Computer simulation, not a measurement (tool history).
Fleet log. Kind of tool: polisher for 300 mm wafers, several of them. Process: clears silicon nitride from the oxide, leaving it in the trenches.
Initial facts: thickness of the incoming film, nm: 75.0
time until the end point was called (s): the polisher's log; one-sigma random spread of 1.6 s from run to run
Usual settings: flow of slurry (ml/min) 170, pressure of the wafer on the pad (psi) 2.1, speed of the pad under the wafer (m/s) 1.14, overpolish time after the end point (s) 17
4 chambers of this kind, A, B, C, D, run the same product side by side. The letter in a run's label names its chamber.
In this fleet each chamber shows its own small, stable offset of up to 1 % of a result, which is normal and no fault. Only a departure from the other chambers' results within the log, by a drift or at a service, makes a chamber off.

run	hour	flow of slurry (ml/min)	pressure of the wafer on the pad (psi)	speed of the pad under the wafer (m/s)	overpolish time after the end point (s)	wafers polished on this pad	hours since the slurry nozzle was cleaned	hours since the head pressure was calibrated	time until the end point was called (s)
# hour 3.8: chamber B: worn pad replaced by a new one
1C	8.6	170	2.1	1.14	17	184	61.4	243.8	110.310
2A	22.9	170	2.1	1.14	17	403	291.4	279.9	111.460
3D	30.3	170	2.1	1.14	17	453	776.8	990.2	111.220
4B	37.1	170	2.1	1.14	17	267	347.9	884.1	116.470
5A	46.8	170	2.1	1.14	17	595	315.3	303.8	109.530
6D	56.7	170	2.1	1.14	17	665	803.2	1016.6	111.590
# hour 66.1: chamber D: worn pad replaced by a new one
7B	71.0	205	2.1	1.14	21	540	381.8	918.0	108.870
# hour 74.8: chamber A: slurry nozzle cleaned
# hour 78.7: chamber A: worn pad replaced by a new one
8C	83.3	205	2.1	1.14	21	784	136.1	318.5	111.330
9D	90.7	205	2.1	1.14	21	198	837.2	1050.6	109.330
10C	103.4	205	2.1	1.14	21	945	156.2	338.6	106.690
# hour 112.9: chamber C: worn pad replaced by a new one
11A	116.7	170	2.1	1.14	17	305	41.9	373.7	113.460
# hour 122.7: chamber B: slurry nozzle cleaned
12B	125.8	170	2.1	1.14	17	980	3.2	972.8	112.660
# hour 130.4: chamber B: head pressure recalibrated
13D	136.5	170	2.1	1.14	17	565	883.0	1096.4	111.490
14A	147.0	170	2.1	1.14	17	548	72.2	404.0	111.880
15B	156.1	170	2.1	1.14	17	1223	33.5	25.7	112.780
# hour 158.5: chamber D: slurry nozzle cleaned
# hour 165.0: chamber D: worn pad replaced by a new one
# hour 165.3: chamber B: worn pad replaced by a new one
# hour 169.0: chamber C: slurry nozzle cleaned
16C	169.9	170	2.1	1.14	23	458	0.9	405.1	110.040
# hour 172.8: chamber A: worn pad replaced by a new one
17A	181.5	170	2.1	1.14	23	70	106.7	438.5	111.130
18D	195.2	170	2.1	1.14	23	242	36.8	1155.1	113.400
19C	209.5	170	2.1	1.14	23	776	40.5	444.7	111.230
# hour 213.6: chamber D: head pressure recalibrated
20B	222.6	170	2.1	1.14	17	460	100.0	92.2	112.790
# hour 223.1: chamber C: worn pad replaced by a new one
21B	232.9	170	2.1	1.14	17	542	110.3	102.5	110.610
22A	247.1	170	2.1	1.14	17	596	172.3	504.1	109.710
23C	255.4	170	2.1	1.14	17	259	86.4	490.6	116.000
# hour 257.6: chamber D: worn pad replaced by a new one
24D	268.2	170	2.1	1.14	17	85	109.8	54.7	112.010
# hour 279.4: chamber A: worn pad replaced by a new one
25A	279.9	170	2.4	1.14	17	4	205.1	536.9	98.706
26D	290.6	170	2.4	1.14	17	265	132.2	77.1	96.456
27C	297.8	170	2.4	1.14	17	600	128.8	533.0	97.803
28B	312.1	170	2.4	1.14	17	1178	189.5	181.7	100.860

One chamber off, gauge drift, or nothing amiss beyond the chambers' own small offsets? If it is a chamber, which one, and what is the likeliest cause?

All chambers stay in line apart from their small fixed offsets, and the gauge does not drift.
